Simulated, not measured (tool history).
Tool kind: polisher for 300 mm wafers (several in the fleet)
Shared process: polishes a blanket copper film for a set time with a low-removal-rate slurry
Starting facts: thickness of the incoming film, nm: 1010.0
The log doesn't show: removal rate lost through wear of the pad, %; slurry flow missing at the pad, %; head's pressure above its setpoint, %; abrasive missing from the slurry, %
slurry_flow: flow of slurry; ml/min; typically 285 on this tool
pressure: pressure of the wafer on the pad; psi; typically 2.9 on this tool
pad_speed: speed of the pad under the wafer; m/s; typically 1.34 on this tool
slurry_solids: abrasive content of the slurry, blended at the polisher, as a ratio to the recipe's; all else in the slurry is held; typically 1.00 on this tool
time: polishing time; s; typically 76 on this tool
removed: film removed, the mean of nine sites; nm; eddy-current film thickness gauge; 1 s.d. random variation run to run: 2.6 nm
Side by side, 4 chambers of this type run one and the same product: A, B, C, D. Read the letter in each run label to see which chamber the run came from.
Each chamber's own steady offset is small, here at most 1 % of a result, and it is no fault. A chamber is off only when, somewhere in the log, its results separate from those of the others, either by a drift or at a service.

run	hour	slurry_flow	pressure	pad_speed	slurry_solids	time	wafers polished on this pad	hours since the slurry nozzle was cleaned	hours since the head pressure was calibrated	hours since the slurry blender was calibrated	removed
# hour 11.7: chamber A: head pressure recalibrated
1D	12.4	285	2.9	1.34	1.00	76	246	89.8	36.3	199.0	287.65
2A	20.2	285	2.9	1.34	1.00	76	829	300.1	8.5	134.4	290.51
# hour 22.6: chamber B: worn pad replaced by a new one
3B	32.0	285	2.9	1.34	1.00	76	85	69.2	1230.9	153.2	293.98
# hour 34.1: chamber C: head pressure recalibrated
# hour 39.0: chamber D: slurry blender recalibrated
# hour 41.8: chamber C: worn pad replaced by a new one
4C	43.1	285	2.9	1.34	1.00	76	12	363.2	9.1	169.2	290.49
5B	55.3	285	2.9	1.72	1.00	96	294	92.5	1254.2	176.5	470.84
6A	62.6	285	2.9	1.72	1.00	96	1210	342.5	50.9	176.8	469.76
7D	73.0	285	2.9	1.72	1.00	96	791	150.4	96.9	34.1	473.01
8C	82.0	285	2.9	1.72	1.00	96	361	402.1	48.0	208.1	472.78
9D	87.8	375	2.9	1.34	1.00	85	924	165.2	111.7	48.9	325.14
# hour 93.4: chamber A: worn pad replaced by a new one
10C	95.4	375	2.9	1.34	1.00	85	482	415.5	61.4	221.5	330.19
# hour 106.9: chamber B: worn pad replaced by a new one
11B	108.6	375	2.9	1.34	1.00	85	15	145.8	1307.5	229.8	331.58
12A	116.3	375	2.9	1.34	1.00	85	206	396.2	104.6	230.5	324.58
13B	122.3	285	2.9	1.34	1.00	76	138	159.5	1321.2	243.5	288.97
# hour 128.4: chamber A: slurry blender recalibrated
14C	133.8	285	2.9	1.34	1.00	76	827	453.9	99.8	259.9	288.74
15D	146.4	285	2.9	1.34	1.00	76	1451	223.8	170.3	107.5	274.21
# hour 149.7: chamber C: worn pad replaced by a new one
16A	155.2	285	3.4	1.34	0.75	76	556	435.1	143.5	26.8	318.32
17B	165.0	285	3.4	1.34	0.75	76	522	202.2	1363.9	286.2	317.85
18D	171.7	285	3.4	1.34	0.75	76	1678	249.1	195.6	132.8	300.00
19C	178.6	285	3.4	1.34	0.75	76	260	498.7	144.6	304.7	322.58
# hour 185.9: chamber B: slurry nozzle cleaned
20A	187.7	285	2.9	1.34	1.00	76	848	467.6	176.0	59.3	288.39
# hour 189.0: chamber B: head pressure recalibrated
21B	197.5	285	2.9	1.34	1.00	76	814	11.7	8.5	318.7	295.56
22A	209.1	285	2.9	1.34	1.00	76	1040	489.0	197.4	80.7	289.95
23D	216.6	285	2.9	1.34	1.00	76	2082	294.0	240.5	177.7	265.57
# hour 222.6: chamber A: worn pad replaced by a new one
24C	229.0	285	2.9	1.34	1.00	76	713	549.1	195.0	355.1	294.26
25A	235.5	285	2.9	1.34	1.00	76	116	515.4	223.8	107.1	287.53

What goes on in this fleet: one chamber off, a drifting gauge, or nothing beyond the chambers' own small offsets? Name the chamber and the cause, if any.

It is chamber D that slowly wanders off from its peers.
Likeliest cause: removal rate lost through wear of the pad, % = 11.
From this log alone, it may not be told apart from: head's pressure below its setpoint, %.

Chamber D could run next with any of the 4 candidate recipes listed below; each alters the usual settings, and their results appear as question marks. Which one brings its results back in line with what the other chambers deliver on the usual settings?
To be in line, a result may differ from the other chambers' mean on the usual settings by at most: removed 9.00 nm
26D-1	245.1	285	2.6	1.34	1.00	76					?
26D-2	245.1	285	3.0	1.40	1.00	79					?
26D-3	245.1	285	3.0	1.34	1.00	78					?
26D-4	245.1	285	2.9	1.30	1.00	74					?

Mean of the other chambers on the usual settings: removed 289.95 nm
run	removed
26D-1	231.02
26D-2	289.95
26D-3	274.18
26D-4	243.94
The answer is 26D-2, which returns the chamber to within the allowed miss of the others.
